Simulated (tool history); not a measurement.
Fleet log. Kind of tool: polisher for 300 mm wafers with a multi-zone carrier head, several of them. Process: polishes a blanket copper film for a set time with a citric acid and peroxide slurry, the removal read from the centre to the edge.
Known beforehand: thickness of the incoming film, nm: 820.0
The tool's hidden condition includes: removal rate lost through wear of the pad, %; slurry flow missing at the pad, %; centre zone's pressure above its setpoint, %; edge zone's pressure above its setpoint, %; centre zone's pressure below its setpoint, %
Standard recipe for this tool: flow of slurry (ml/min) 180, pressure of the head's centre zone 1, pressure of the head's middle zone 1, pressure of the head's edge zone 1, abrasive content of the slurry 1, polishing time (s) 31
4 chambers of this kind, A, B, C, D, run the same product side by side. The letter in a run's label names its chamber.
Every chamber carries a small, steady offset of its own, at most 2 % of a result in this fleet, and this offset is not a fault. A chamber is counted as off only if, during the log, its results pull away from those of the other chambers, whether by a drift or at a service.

run   hour  flow of slurry (ml/min)  pressure of the head's centre zone  pressure of the head's middle zone  pressure of the head's edge zone  abrasive content of the slurry  polishing time (s)  wafers polished on this pad  hours since the slurry nozzle was cleaned  hours since the centre zone pressure was calibrated  hours since the edge zone pressure was calibrated  film removed at the wafer's centre (Å)  film removed at mid-radius (Å)  film removed at the wafer's edge (Å)
 1B    6.7                      180                                   1                                   1                                 1                               1                  31                          126                                      115.4                                                859.2                                              718.9                                  999.95                          957.95                                972.21
      13.6  -- chamber D: worn pad replaced by a new one
 2D   20.5                      180                                   1                                   1                                 1                               1                  31                           62                                      363.5                                                178.7                                              161.2                                  949.22                          977.52                                966.05
 3C     30                      180                                   1                                   1                                 1                               1                  31                          398                                      307.9                                                319.7                                             1069.5                                   976.1                          978.47                                967.55
 4A     40                      180                                   1                                   1                                 1                               1                  31                          527                                      237.2                                                549.5                                              776.9                                  982.45                          964.65                                972.01
      46.5  -- chamber D: slurry nozzle cleaned
 5D   48.1                      180                                   1                                   1                                 1                               1                  31                          309                                        1.6                                                206.3                                              188.8                                  957.68                          987.11                                986.83
 6B   58.9                      180                                   1                                   1                                 1                               1                  31                          594                                      167.6                                                911.4                                              771.1                                  971.29                          966.43                                   967
      68.3  -- chamber A: slurry nozzle cleaned
 7C   69.1                      180                                   1                                   1                                 1                               1                  31                          748                                        347                                                358.8                                             1108.6                                  990.35                          950.78                                965.55
      80.2  -- chamber C: worn pad replaced by a new one
 8A   82.6                      180                                   1                                   1                                 1                               1                  31                          908                                       14.4                                                592.1                                              819.5                                  961.91                          985.92                                975.84
      91.6  -- chamber A: worn pad replaced by a new one
 9C     94                      225                                   1                                 0.9                                 1                               1                  31                          123                                      371.9                                                383.7                                             1133.5                                  1017.2                          897.04                                1001.8
10B  101.8                      225                                   1                                 0.9                                 1                               1                  31                          978                                      210.5                                                954.3                                                814                                  1004.4                          922.65                                995.65
     110.4  -- chamber B: centre zone pressure recalibrated
       113  -- chamber C: slurry nozzle cleaned
11D  113.5                      225                                   1                                 0.9                                 1                               1                  31                          894                                         67                                                271.7                                              254.2                                  982.32                          917.46                                1006.4
     120.1  -- chamber B: worn pad replaced by a new one
12A  126.7                      225                                   1                                 0.9                                 1                               1                  31                          314                                       58.5                                                636.2                                              863.6                                  996.75                          922.56                                1005.2
13D    137                      180                                   1                                   1                                 1                               1                  31                         1105                                       90.5                                                295.2                                              277.7                                  931.03                          970.41                                990.84
     138.2  -- chamber D: worn pad replaced by a new one
14A  148.4                      180                                   1                                   1                                 1                               1                  31                          508                                       80.2                                                657.9                                              885.3                                  988.29                          982.78                                983.17
15C  156.3                      180                                   1                                   1                                 1                               1                  31                          681                                       43.3                                                  446                                             1195.8                                  972.69                          968.08                                984.02
     160.3  -- chamber C: worn pad replaced by a new one
16B  166.7                      180                                   1                                   1                                 1                               1                  31                          417                                      275.4                                                 56.4                                              878.9                                  953.04                          978.11                                943.12
       174  -- chamber B: slurry nozzle cleaned
17D  178.4                      180                                   1                                   1                                 1                               1                  31                          360                                      131.9                                                336.6                                              319.1                                   929.7                          972.51                                987.74
18B  186.4                      180                                   1                                   1                                 1                               1                  31                          594                                       12.4                                                 76.1                                              898.6                                  981.95                          956.78                                966.82
     187.6  -- chamber A: centre zone pressure recalibrated
19C  196.7                      180                                   1                                   1                                 1                               1                  31                          326                                       83.7                                                486.4                                             1236.2                                  990.46                          954.23                                990.23
20A  203.8                      180                                   1                                   1                                 1                               1                  28                         1004                                      135.6                                                 16.3                                              940.7                                   880.2                          857.66                                 888.8
21B  215.9                      180                                   1                                   1                                 1                               1                  28                          858                                       41.9                                                105.6                                              928.1                                  885.37                             874                                875.81
     223.4  -- chamber A: worn pad replaced by a new one
22D  228.2                      180                                   1                                   1                                 1                               1                  28                          806                                      181.7                                                386.4                                              368.9                                  831.36                          882.49                                892.47
23C  237.8                      180                                   1                                   1                                 1                               1                  28                          694                                      124.8                                                527.5                                             1277.3                                  887.62                          883.34                                872.78
     239.5  -- chamber C: worn pad replaced by a new one
     243.9  -- chamber B: worn pad replaced by a new one
24A  250.9                      180                                   1                                   1                                 1                               1                  31                          246                                      182.7                                                 63.4                                              987.8                                  947.99                          967.64                                974.53
25D  263.2                      180                                   1                                   1                                 1                               1                  31                         1119                                      216.7                                                421.4                                              403.9                                   884.6                          965.95                                984.52
     269.2  -- chamber D: worn pad replaced by a new one
26C  275.1                      180                                   1                                   1                                 1                               1                  31                          319                                      162.1                                                564.8                                             1314.6                                  973.01                          972.02                                967.02
27A  281.4                      180                                   1                                   1                                 1                               1                  31                          519                                      213.2                                                 93.9                                             1018.3                                  974.64                           960.1                                983.75
28B  290.5                      180                                   1                                   1                                 1                               1                  26                          417                                      116.5                                                180.2                                             1002.7                                  805.62                          808.65                                815.54
29B  297.1                      180                                   1                                   1                                 1                               1                  26                          476                                      123.1                                                186.8                                             1009.3                                  827.04                          808.36                                806.52
30C  306.4                      180                                   1                                   1                                 1                               1                  26                          599                                      193.4                                                596.1                                             1345.9                                   834.5                          807.47                                828.47
31D    314                      180                                   1                                   1                                 1                               1                  26                          401                                      267.5                                                472.2                                              454.7                                  753.97                           826.7                                825.67
       319  -- chamber C: edge zone pressure recalibrated
32A  320.2                      180                                   1                                   1                                 1                               1                  31                          867                                        252                                                132.7                                             1057.1                                  973.59                          975.73                                 983.5
       324  -- chamber C: worn pad replaced by a new one
33D  327.3                      180                                   1                                   1                                 1                               1                  31                          520                                      280.8                                                485.5                                                468                                   873.9                           962.3                                973.87
34A  336.4                      180                                   1                                   1                                 1                               1                  31                         1012                                      268.2                                                148.9                                             1073.3                                  988.82                          965.59                                981.65
35C  342.8                      180                                   1                                   1                                 1                               1                  31                          168                                      229.8                                                632.5                                               23.9                                  981.76                           973.4                                981.24

Decide between three cases: one chamber stands off from its peers, the gauge reading all wafers drifts, or nothing is wrong past each chamber's small offset. Where a chamber is off, say which and what most likely put it there.

Little by little, chamber D moves away from the other chambers.
Cause: centre zone's pressure below its setpoint, % = 9.14.

Chamber D could run next with any of the 4 candidate recipes listed below; each alters the usual settings, and their results appear as question marks. Which one brings its results back in line with what the other chambers deliver on the usual settings?
A result is in line if it is within this distance of the other chambers' mean on the usual settings: film removed at the wafer's centre (Å) 45; film removed at mid-radius (Å) 32; film removed at the wafer's edge (Å) 27
36D-1  353.2                      180                                0.98                                   1                              1.01                               1                  31                                                                                                                                                                                                                       ?                               ?                                     ?
36D-2  353.2                      175                                0.91                                1.02                              1.03                               1                  31                                                                                                                                                                                                                       ?                               ?                                     ?
36D-3  353.2                      180                                1.02                                   1                              0.99                               1                  31                                                                                                                                                                                                                       ?                               ?                                     ?
36D-4  353.2                      185                                1.09                                0.98                              0.97                               1                  31                                                                                                                                                                                                                       ?                               ?                                     ?

Usual-settings mean across the other chambers: film removed at the wafer's centre (Å) 973.94; film removed at mid-radius (Å) 966.46; film removed at the wafer's edge (Å) 973.69
  run  film removed at the wafer's centre (Å)  film removed at mid-radius (Å)  film removed at the wafer's edge (Å)
36D-1                                  845.49                           971.8                                 986.5
36D-2                                  774.89                          985.45                                993.37
36D-3                                  883.65                          971.63                                976.04
36D-4                                  954.85                          957.63                                968.88
It is 36D-4 that realigns the chamber with its peers.

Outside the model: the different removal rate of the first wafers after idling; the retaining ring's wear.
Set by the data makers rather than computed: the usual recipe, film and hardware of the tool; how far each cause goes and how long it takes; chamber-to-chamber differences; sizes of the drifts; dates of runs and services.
